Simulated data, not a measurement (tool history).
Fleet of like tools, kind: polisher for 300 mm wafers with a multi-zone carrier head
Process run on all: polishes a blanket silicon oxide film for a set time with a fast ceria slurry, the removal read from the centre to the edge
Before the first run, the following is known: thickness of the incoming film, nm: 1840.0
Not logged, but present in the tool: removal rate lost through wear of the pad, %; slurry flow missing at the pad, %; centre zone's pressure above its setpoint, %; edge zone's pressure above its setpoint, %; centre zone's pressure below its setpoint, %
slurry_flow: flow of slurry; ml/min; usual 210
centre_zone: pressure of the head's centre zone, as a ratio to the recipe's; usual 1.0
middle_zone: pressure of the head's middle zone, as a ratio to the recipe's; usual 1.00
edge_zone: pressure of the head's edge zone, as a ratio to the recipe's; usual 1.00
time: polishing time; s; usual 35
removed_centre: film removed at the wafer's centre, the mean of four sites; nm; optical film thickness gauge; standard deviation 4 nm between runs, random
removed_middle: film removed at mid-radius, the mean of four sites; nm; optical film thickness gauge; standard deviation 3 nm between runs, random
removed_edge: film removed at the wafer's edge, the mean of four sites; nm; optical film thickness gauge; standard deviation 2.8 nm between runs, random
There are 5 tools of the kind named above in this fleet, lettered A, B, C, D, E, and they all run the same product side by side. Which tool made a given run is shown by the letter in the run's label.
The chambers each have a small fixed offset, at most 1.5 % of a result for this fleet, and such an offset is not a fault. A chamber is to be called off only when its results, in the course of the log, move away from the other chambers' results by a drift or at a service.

run   hour  slurry_flow  centre_zone  middle_zone  edge_zone  time  wafers polished on this pad  hours since the slurry nozzle was cleaned  hours since the centre zone pressure was calibrated  hours since the edge zone pressure was calibrated  removed_centre  removed_middle  removed_edge
 1E    7.7          210          1.0         1.00       1.00    35                         1162                                      271.4                                                142.4                                              196.4          418.22          417.47        424.93
 2D   15.5          210          1.0         1.00       1.00    35                          401                                      143.2                                                420.0                                              331.3          425.53          423.47        423.31
      18.4  -- chamber C: edge zone pressure recalibrated
 3A   22.5          210          1.0         1.00       1.00    35                          555                                      472.5                                                172.1                                              258.9          422.14          426.93        419.53
      28.4  -- chamber E: worn pad replaced by a new one
      31.2  -- chamber B: slurry nozzle cleaned
 4C   32.7          210          1.0         1.00       1.00    35                          849                                      402.8                                                174.2                                               14.3          424.26          425.17        424.79
 5B   43.0          210          1.0         1.00       1.00    35                          395                                       11.9                                                562.8                                             1005.8          417.96          427.87        427.25
 6C   54.2          145          1.0         1.10       1.00    35                          996                                      424.3                                                195.7                                               35.8          388.83          441.40        404.70
 7E   65.0          145          1.0         1.10       1.00    35                          250                                      328.7                                                199.7                                              253.7          399.48          441.19        402.62
      65.3  -- chamber B: worn pad replaced by a new one
 8D   70.5          145          1.0         1.10       1.00    35                          776                                      198.2                                                475.0                                              386.3          393.10          437.81        402.74
      74.6  -- chamber D: slurry nozzle cleaned
 9B   78.5          145          1.0         1.10       1.00    35                           90                                       47.4                                                598.3                                             1041.3          384.25          442.58        407.43
10A   85.6          145          1.0         1.10       1.00    35                          986                                      535.6                                                235.2                                              322.0          410.27          443.74        398.97
11C   92.8          210          1.0         1.00       1.00    28                         1259                                      462.9                                                234.3                                               74.4          338.78          344.56        335.98
12B  104.0          210          1.0         1.00       1.00    28                          264                                       72.9                                                623.8                                             1066.8          333.06          337.64        343.69
13A  112.3          210          1.0         1.00       1.00    28                         1168                                      562.3                                                261.9                                              348.7          349.04          346.06        336.59
     114.0  -- chamber C: worn pad replaced by a new one
14D  119.2          210          1.0         1.00       1.00    28                         1108                                       44.7                                                523.7                                              435.0          334.68          336.56        333.31
     124.4  -- chamber D: worn pad replaced by a new one
15E  125.7          210          1.0         1.00       1.00    28                          664                                      389.4                                                260.4                                              314.4          340.09          334.88        343.91
     126.7  -- chamber A: worn pad replaced by a new one
16D  132.8          210          1.0         1.00       1.00    35                           57                                       58.3                                                537.3                                              448.6          426.24          422.61        422.30
17A  142.7          210          1.0         1.00       1.00    35                          109                                      592.7                                                292.3                                              379.1          432.86          425.03        419.45
18E  149.6          210          1.0         1.00       1.00    35                          827                                      413.3                                                284.3                                              338.3          422.94          421.67        422.35
     150.6  -- chamber B: worn pad replaced by a new one
19C  156.6          210          1.0         1.00       1.00    35                          290                                      526.7                                                298.1                                              138.2          423.27          431.03        422.98
20B  164.0          210          1.0         1.00       1.00    35                           91                                      132.9                                                683.8                                             1126.8          400.03          423.96        430.65
     170.8  -- chamber C: centre zone pressure recalibrated
21D  174.1          210          1.0         1.00       1.00    35                          339                                       99.6                                                578.6                                              489.9          430.76          424.11        428.34
22A  183.6          210          1.0         1.00       1.00    35                          388                                      633.6                                                333.2                                              420.0          430.03          428.52        421.37
23B  192.1          210          1.0         1.00       1.00    35                          283                                      161.0                                                711.9                                             1154.9          401.22          428.54        425.93
24C  202.9          210          1.0         1.00       1.00    35                          606                                      573.0                                                 32.2                                              184.5          426.20          431.82        425.76
25E  209.1          210          1.0         1.00       0.89    35                         1233                                      472.8                                                343.8                                              397.8          424.89          424.23        398.90
     211.7  -- chamber E: worn pad replaced by a new one
26A  220.7          210          1.0         1.00       0.89    35                          641                                      670.7                                                370.3                                              457.1          436.73          426.54        397.58
     225.4  -- chamber B: worn pad replaced by a new one
     227.1  -- chamber C: slurry nozzle cleaned
27B  231.6          210          1.0         1.00       0.89    35                           42                                      200.5                                                751.4                                             1194.4          391.11          423.02        408.16
28C  242.9          210          1.0         1.00       0.89    35                          879                                       15.9                                                 72.2                                              224.5          413.04          426.35        400.26
29E  249.6          210          1.0         1.00       0.89    35                          258                                      513.3                                                384.3                                              438.3          425.45          418.62        402.17
30D  260.5          210          1.0         1.00       1.00    35                          928                                      186.0                                                665.0                                              576.3          418.59          421.84        416.84
31B  271.0          210          1.0         1.00       1.00    35                          311                                      239.9                                                790.8                                             1233.8          385.57          423.74        426.63
32D  278.7          210          1.0         1.00       1.00    35                         1052                                      204.2                                                683.2                                              594.5          418.75          427.00        416.09
33E  290.1          210          1.1         1.10       1.00    35                          534                                      553.8                                                424.8                                              478.8          464.63          459.40        423.67
34A  297.8          210          1.1         1.10       1.00    35                         1167                                      747.8                                                447.4                                              534.2          482.33          467.47        416.12
     298.9  -- chamber D: worn pad replaced by a new one
     299.6  -- chamber A: worn pad replaced by a new one
     302.8  -- chamber B: worn pad replaced by a new one
35C  308.3          210          1.1         1.10       1.00    35                         1325                                       81.3                                                137.6                                              289.9          465.70          463.03        424.57
36D  318.8          210          1.1         1.10       1.00    35                          136                                      244.3                                                723.3                                              634.6          475.28          463.44        423.96
     320.3  -- chamber C: worn pad replaced by a new one
37C  329.5          210          1.1         1.10       1.00    35                           62                                      102.5                                                158.8                                              311.1          468.46          462.44        426.14
38A  337.2          210          1.0         1.00       1.00    35                          257                                      787.2                                                486.8                                              573.6          427.93          428.17        423.31
39E  343.7          210          1.0         1.00       1.00    35                          900                                      607.4                                                478.4                                              532.4          420.04          420.92        420.16
40B  355.8          210          1.0         1.00       1.00    35                          361                                      324.7                                                875.6                                             1318.6          379.79          424.37        428.75

Has any chamber moved away from the others, gradually or after a service, or does the common gauge drift, or do the chambers differ only by their own small steady offsets? State the chamber and the most likely cause if one applies.

One chamber, B, drifts off from the rest bit by bit.
Cause: centre zone's pressure below its setpoint, % = 10.7.

Which of the 4 candidates below, each the usual settings with something changed and its results left as question marks, puts chamber B back in line with what the other chambers give on the usual settings?
To be in line, a result may differ from the other chambers' mean on the usual settings by at most: removed_centre 14.00 nm; removed_middle 11.00 nm; removed_edge 9.70 nm
41B-1  364.5          200         0.89         1.01       1.04    35                                                                                                                                                                                               ?               ?             ?
41B-2  364.5          220         1.11         0.99       0.96    35                                                                                                                                                                                               ?               ?             ?
41B-3  364.5          205         0.95         1.00       1.02    35                                                                                                                                                                                               ?               ?             ?
41B-4  364.5          215         1.05         1.00       0.98    35                                                                                                                                                                                               ?               ?             ?

What the other chambers average on the usual settings: removed_centre 425.41 nm; removed_middle 425.20 nm; removed_edge 422.96 nm
  run  removed_centre  removed_middle  removed_edge
41B-1          325.97          423.43        435.43
41B-2          421.17          420.93        421.77
41B-3          351.63          421.00        432.15
41B-4          395.18          423.59        425.26
The right change is 41B-2: it brings the chamber back within the allowed miss of the others.
